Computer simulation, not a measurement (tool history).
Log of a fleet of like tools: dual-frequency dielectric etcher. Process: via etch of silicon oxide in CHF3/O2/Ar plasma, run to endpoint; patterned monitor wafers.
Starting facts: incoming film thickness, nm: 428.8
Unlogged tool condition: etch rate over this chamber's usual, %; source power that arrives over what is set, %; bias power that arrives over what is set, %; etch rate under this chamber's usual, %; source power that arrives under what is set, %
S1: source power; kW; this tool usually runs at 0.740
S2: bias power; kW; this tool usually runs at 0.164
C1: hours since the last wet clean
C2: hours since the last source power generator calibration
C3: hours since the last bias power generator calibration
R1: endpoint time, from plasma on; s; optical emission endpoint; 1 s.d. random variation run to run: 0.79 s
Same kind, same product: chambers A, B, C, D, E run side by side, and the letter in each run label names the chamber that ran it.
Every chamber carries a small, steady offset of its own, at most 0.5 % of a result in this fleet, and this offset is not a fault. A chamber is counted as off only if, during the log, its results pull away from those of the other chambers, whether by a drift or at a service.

run    day     S1     S2     C1      C2      C3      R1
 1E  0.212  0.740  0.164   79.9   593.0  1014.7  205.41
 2B  0.379  0.740  0.164  308.0  1289.9  1415.1  207.31
 3C  0.479  0.740  0.164  209.4  2643.9  1865.9  207.50
 4A  0.612  0.740  0.164  359.7  2064.3  1595.8  206.99
 5D  0.775  0.740  0.164   56.8   670.7  1465.5  206.03
 6E  0.946  0.740  0.164   97.5   610.6  1032.3  205.42
 7B  1.100  0.740  0.164  325.3  1307.2  1432.4  206.15
 8D  1.296  0.740  0.164   69.3   683.2  1478.0  204.70
 9C  1.396  0.740  0.164  231.4  2665.9  1887.9  207.03
10A  1.546  0.740  0.164  382.1  2086.7  1618.2  207.27
11C  1.662  0.740  0.164  237.8  2672.3  1894.3  207.10
12D  1.888  0.740  0.164   83.5   697.4  1492.2  206.03
13A  2.038  0.740  0.164  393.9  2098.5  1630.0  207.48
14E  2.146  0.740  0.164  126.3   639.4  1061.1  205.87
15B  2.367  0.570  0.138  355.7  1337.6  1462.8  241.81
16E  2.529  0.570  0.138  135.5   648.6  1070.3  241.49
17D  2.725  0.570  0.138  103.6   717.5  1512.3  239.86
18C  2.933  0.570  0.138  268.3  2702.8  1924.8  242.23
19A  3.146  0.570  0.138  420.5  2125.1  1656.6  242.43
20B  3.342  0.740  0.164  379.1  1361.0  1486.2  207.51
21E  3.500  0.740  0.164  158.8   671.9  1093.6  205.34
22C  3.621  0.740  0.164  284.8  2719.3  1941.3  207.54
23A  3.833  0.740  0.164  437.0  2141.6  1673.1  208.04
24D  3.929  0.560  0.198  132.5   746.4  1541.2  215.26
25B  4.104  0.560  0.198  397.4  1379.3  1504.5  219.13
26E  4.288  0.560  0.198  177.7   690.8  1112.5  214.29
27B  4.442  0.560  0.198  405.5  1387.4  1512.6  219.40
28D  4.604  0.560  0.198  148.7   762.6  1557.4  213.83
29C  4.738  0.740  0.164  311.6  2746.1  1968.1  207.01
30A  4.842  0.740  0.164  461.2  2165.8  1697.3  206.67
31A  4.983  0.630  0.164  464.6  2169.2  1700.7  219.91
32C  5.208  0.630  0.164  322.9  2757.4  1979.4  220.30
33D  5.358  0.630  0.164  166.8   780.7  1575.5  218.54
34E  5.488  0.630  0.164  206.5   719.6  1141.3  220.34
35B  5.588  0.630  0.164  433.0  1414.9  1540.1  222.69
36B  5.754  0.740  0.164  437.0  1418.9  1544.1  212.14

Read the log: is a single chamber off, either drifting away or since a service, is the gauge that measures every chamber drifting, or is nothing wrong beyond small per-chamber offsets? Name any odd chamber and what most likely caused it.

One chamber, B, drifts off from the rest bit by bit.
What lies behind it: etch rate under this chamber's usual, % = 2.31.
Not necessarily distinguishable in this log from: source power that arrives under what is set, %.

Below are 4 candidate recipes for chamber B's next run, each the usual settings with a change, their results shown as question marks. Which of them brings B's results back in line with what the other chambers give on the usual settings?
To be in line, a result may differ from the other chambers' mean on the usual settings by at most: R1 2.70 s
37B-1  5.917  0.740  0.175               ?
37B-2  5.917  0.690  0.154               ?
37B-3  5.917  0.740  0.153               ?
37B-4  5.917  0.830  0.164               ?

Other chambers, usual settings, mean: R1 206.47 s
  run      R1
37B-1  207.01
37B-2  221.65
37B-3  216.26
37B-4  202.41
The right change is 37B-1: it brings the chamber back within the allowed miss of the others.
